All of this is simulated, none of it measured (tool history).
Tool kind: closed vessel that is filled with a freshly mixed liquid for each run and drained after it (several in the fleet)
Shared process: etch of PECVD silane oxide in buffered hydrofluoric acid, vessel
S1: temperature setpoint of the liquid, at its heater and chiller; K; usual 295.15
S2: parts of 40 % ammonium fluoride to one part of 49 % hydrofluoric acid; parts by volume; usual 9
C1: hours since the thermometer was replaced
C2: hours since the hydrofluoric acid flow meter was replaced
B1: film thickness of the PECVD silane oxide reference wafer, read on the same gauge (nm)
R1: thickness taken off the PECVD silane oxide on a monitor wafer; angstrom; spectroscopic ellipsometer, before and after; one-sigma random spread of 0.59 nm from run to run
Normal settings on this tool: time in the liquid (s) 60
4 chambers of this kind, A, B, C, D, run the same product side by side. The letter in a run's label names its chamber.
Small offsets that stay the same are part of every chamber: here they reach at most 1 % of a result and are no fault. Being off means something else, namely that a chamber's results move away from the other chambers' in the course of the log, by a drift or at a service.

run 1A day=0.150 | S1=295.15 S2=9 time_in_the_liquid_(s)=60 | C1=802.8 C2=244.8 | B1=70.024 | R1=1423.90
run 2D day=0.312 | S1=295.15 S2=9 time_in_the_liquid_(s)=60 | C1=25.9 C2=137.3 | B1=70.030 | R1=1413.80
run 3B day=0.542 | S1=295.15 S2=9 time_in_the_liquid_(s)=60 | C1=1961.8 C2=372.0 | B1=70.003 | R1=1412.60
run 4C day=0.746 | S1=295.15 S2=9 time_in_the_liquid_(s)=60 | C1=51.9 C2=658.3 | B1=70.002 | R1=1415.00
run 5B day=0.892 | S1=295.15 S2=9 time_in_the_liquid_(s)=60 | C1=1970.2 C2=380.4 | B1=70.016 | R1=1420.70
run 6D day=1.025 | S1=295.15 S2=9 time_in_the_liquid_(s)=60 | C1=43.0 C2=154.4 | B1=70.041 | R1=1417.80
run 7C day=1.258 | S1=299.15 S2=9 time_in_the_liquid_(s)=30 | C1=64.2 C2=670.6 | B1=70.023 | R1=882.06
run 8A day=1.400 | S1=299.15 S2=9 time_in_the_liquid_(s)=30 | C1=832.8 C2=274.8 | B1=70.019 | R1=886.85
run 9D day=1.633 | S1=299.15 S2=9 time_in_the_liquid_(s)=30 | C1=57.6 C2=169.0 | B1=70.004 | R1=876.18
run 10C day=1.888 | S1=299.15 S2=9 time_in_the_liquid_(s)=30 | C1=79.3 C2=685.7 | B1=70.041 | R1=876.88
run 11A day=2.142 | S1=295.15 S2=9 time_in_the_liquid_(s)=60 | C1=850.6 C2=292.6 | B1=70.004 | R1=1428.90
run 12B day=2.358 | S1=295.15 S2=9 time_in_the_liquid_(s)=60 | C1=2005.4 C2=415.6 | B1=70.001 | R1=1424.20
run 13B day=2.633 | S1=295.15 S2=9 time_in_the_liquid_(s)=60 | C1=2012.0 C2=422.2 | B1=69.987 | R1=1411.40
run 14C day=2.875 | S1=295.15 S2=10 time_in_the_liquid_(s)=95 | C1=103.0 C2=709.4 | B1=70.014 | R1=2084.10
run 15D day=3.021 | S1=295.15 S2=10 time_in_the_liquid_(s)=95 | C1=90.9 C2=202.3 | B1=70.034 | R1=2104.30
run 16A day=3.233 | S1=295.15 S2=10 time_in_the_liquid_(s)=95 | C1=876.8 C2=318.8 | B1=70.028 | R1=2104.80
run 17C day=3.400 | S1=295.15 S2=10 time_in_the_liquid_(s)=95 | C1=115.6 C2=722.0 | B1=70.004 | R1=2095.90
run 18B day=3.675 | S1=295.15 S2=9 time_in_the_liquid_(s)=60 | C1=2037.0 C2=447.2 | B1=70.042 | R1=1424.20
run 19A day=3.833 | S1=295.15 S2=9 time_in_the_liquid_(s)=60 | C1=891.2 C2=333.2 | B1=70.005 | R1=1412.60
run 20D day=4.000 | S1=295.15 S2=9 time_in_the_liquid_(s)=60 | C1=114.4 C2=225.8 | B1=70.003 | R1=1416.00
run 21D day=4.258 | S1=295.15 S2=9 time_in_the_liquid_(s)=60 | C1=120.6 C2=232.0 | B1=69.968 | R1=1421.00
run 22C day=4.446 | S1=295.15 S2=9 time_in_the_liquid_(s)=60 | C1=140.7 C2=747.1 | B1=69.973 | R1=1417.40
run 23B day=4.675 | S1=295.15 S2=9 time_in_the_liquid_(s)=60 | C1=2061.0 C2=471.2 | B1=70.019 | R1=1416.60
run 24A day=4.817 | S1=295.15 S2=9 time_in_the_liquid_(s)=60 | C1=914.8 C2=356.8 | B1=70.009 | R1=1421.50
run 25D day=5.029 | S1=291.65 S2=11 time_in_the_liquid_(s)=60 | C1=139.1 C2=250.5 | B1=70.009 | R1=991.50
run 26A day=5.296 | S1=291.65 S2=11 time_in_the_liquid_(s)=60 | C1=926.3 C2=368.3 | B1=70.036 | R1=1012.00
run 27B day=5.438 | S1=291.65 S2=11 time_in_the_liquid_(s)=60 | C1=2079.3 C2=489.5 | B1=70.007 | R1=990.21
run 28C day=5.708 | S1=291.65 S2=11 time_in_the_liquid_(s)=60 | C1=171.0 C2=777.4 | B1=69.987 | R1=988.74
run 29D day=5.846 | S1=295.15 S2=9 time_in_the_liquid_(s)=60 | C1=158.7 C2=270.1 | B1=69.961 | R1=1423.90
run 30A day=5.988 | S1=295.15 S2=9 time_in_the_liquid_(s)=60 | C1=942.9 C2=384.9 | B1=70.017 | R1=1417.60
run 31C day=6.121 | S1=298.15 S2=9 time_in_the_liquid_(s)=45 | C1=180.9 C2=787.3 | B1=69.992 | R1=1252.90
run 32B day=6.358 | S1=298.15 S2=9 time_in_the_liquid_(s)=45 | C1=2101.4 C2=511.6 | B1=69.989 | R1=1261.30
run 33A day=6.558 | S1=298.15 S2=9 time_in_the_liquid_(s)=45 | C1=956.6 C2=398.6 | B1=70.004 | R1=1260.20
run 34B day=6.775 | S1=298.15 S2=9 time_in_the_liquid_(s)=45 | C1=2111.4 C2=521.6 | B1=70.024 | R1=1247.30
run 35C day=6.988 | S1=295.15 S2=9 time_in_the_liquid_(s)=60 | C1=201.7 C2=808.1 | B1=69.986 | R1=1410.90

What goes on in this fleet: one chamber off, a drifting gauge, or nothing beyond the chambers' own small offsets? Name the chamber and the cause, if any.

No chamber is off and the gauge is stable; the differences are just each chamber's small, constant offset.
